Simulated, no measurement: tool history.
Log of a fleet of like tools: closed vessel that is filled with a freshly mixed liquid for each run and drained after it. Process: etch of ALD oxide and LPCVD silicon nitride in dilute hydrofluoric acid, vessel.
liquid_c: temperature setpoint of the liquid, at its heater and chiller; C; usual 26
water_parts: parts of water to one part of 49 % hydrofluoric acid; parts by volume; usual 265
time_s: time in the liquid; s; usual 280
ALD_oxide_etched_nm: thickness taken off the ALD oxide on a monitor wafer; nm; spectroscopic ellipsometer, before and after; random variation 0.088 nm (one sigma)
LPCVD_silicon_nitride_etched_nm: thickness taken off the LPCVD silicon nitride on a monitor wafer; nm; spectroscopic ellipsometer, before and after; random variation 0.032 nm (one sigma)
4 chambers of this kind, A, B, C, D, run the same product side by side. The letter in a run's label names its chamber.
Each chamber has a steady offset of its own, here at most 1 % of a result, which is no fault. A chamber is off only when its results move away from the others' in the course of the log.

run   hour  liquid_c  water_parts  time_s  read-back film thickness of the ALD oxide reference wafer, read on the same gauge (nm)  read-back film thickness of the LPCVD silicon nitride reference wafer, read on the same gauge (nm)  ALD_oxide_etched_nm  LPCVD_silicon_nitride_etched_nm
 1D   15.4        26          265     280                                                                                  119.99                                                                                              129.99               11.978                          0.63197
 2B   29.8        26          265     280                                                                                     120                                                                                                 130               11.903                           0.6032
 3A   42.1        26          265     280                                                                                  120.05                                                                                              130.03               12.014                          0.54472
 4C   54.5        26          265     280                                                                                  120.02                                                                                              129.99               11.968                          0.60149
 5C   62.6        26          265     280                                                                                  120.01                                                                                              129.99               12.204                          0.55864
 6B   73.8        26          265     280                                                                                  119.98                                                                                                 130               11.955                          0.61659
 7D   87.1        26          265     280                                                                                  119.97                                                                                                 130               12.066                          0.54954
 8A  101.7      28.5          265     280                                                                                  120.02                                                                                              129.97               13.201                          0.66514
 9B  113.1      28.5          265     280                                                                                  120.03                                                                                              129.97                12.95                          0.66555
10D  124.1      28.5          265     280                                                                                     120                                                                                              130.01               13.141                          0.67915
11A  136.2      28.5          265     280                                                                                  119.99                                                                                                 130               13.123                          0.65238
12C  145.3        26          265     280                                                                                  119.97                                                                                              129.97               12.199                          0.61148
13A  153.3        26          265     280                                                                                  120.03                                                                                              129.97               12.237                          0.55932
14C  167.8        26          265     280                                                                                  119.98                                                                                                 130               11.972                          0.56523
15D  174.9        26          265     280                                                                                  119.98                                                                                              129.99               11.961                          0.57781
16B  188.6        28          160     280                                                                                  119.96                                                                                              129.99               23.802                           1.0133
17A  195.9        28          160     280                                                                                  119.98                                                                                              129.96               24.372                           1.0704
18C  206.1        28          160     280                                                                                     120                                                                                              129.99               23.992                           1.2107
19D  221.1        28          160     280                                                                                  120.03                                                                                              130.03               23.559                           1.2015
20B    233        24          345     280                                                                                     120                                                                                              130.02               8.0262                          0.41088
21B  241.1        24          345     280                                                                                     120                                                                                              130.02               8.0311                          0.42326
22A  252.2        24          345     280                                                                                  120.02                                                                                              129.99               8.4295                          0.42104
23C  267.2        24          345     280                                                                                  119.97                                                                                              129.99               8.0134                           0.3978
24D  275.8        26          265     280                                                                                  119.98                                                                                              129.97               12.148                          0.56316
25A  287.4        26          265     280                                                                                  120.04                                                                                                 130               12.956                          0.63041
26C    297        26          265     280                                                                                  120.04                                                                                              130.01               12.061                          0.61532

Is one chamber off against the others, does the gauge drift, or is nothing wrong? If a chamber is off, say which, and what the likeliest cause is.

Chamber A drifts away from the others.
Cause: hydrofluoric acid flow above the setpoint (%) = 5.29.

Here are 4 candidates for chamber A's next run, each the usual settings with a change, their results left as question marks. Which one brings its results back in line with what the others give on the usual settings?
In line means no further than this from the other chambers' mean on the usual settings: ALD_oxide_etched_nm 0.31 nm; LPCVD_silicon_nitride_etched_nm 0.11 nm
27A-1  308.5        26          275     275                                                                                                                                                                                                                ?                                ?
27A-2  308.5        26          255     285                                                                                                                                                                                                                ?                                ?
27A-3  308.5        26          260     280                                                                                                                                                                                                                ?                                ?
27A-4  308.5        26          270     280                                                                                                                                                                                                                ?                                ?

The other chambers' mean on the usual settings: ALD_oxide_etched_nm 12.047 nm; LPCVD_silicon_nitride_etched_nm 0.585 nm
  run  ALD_oxide_etched_nm  LPCVD_silicon_nitride_etched_nm
27A-1               12.006                          0.59622
27A-2               13.683                          0.66612
27A-3                13.12                          0.64191
27A-4               12.511                          0.61826
27A-1 brings the chamber back in line.

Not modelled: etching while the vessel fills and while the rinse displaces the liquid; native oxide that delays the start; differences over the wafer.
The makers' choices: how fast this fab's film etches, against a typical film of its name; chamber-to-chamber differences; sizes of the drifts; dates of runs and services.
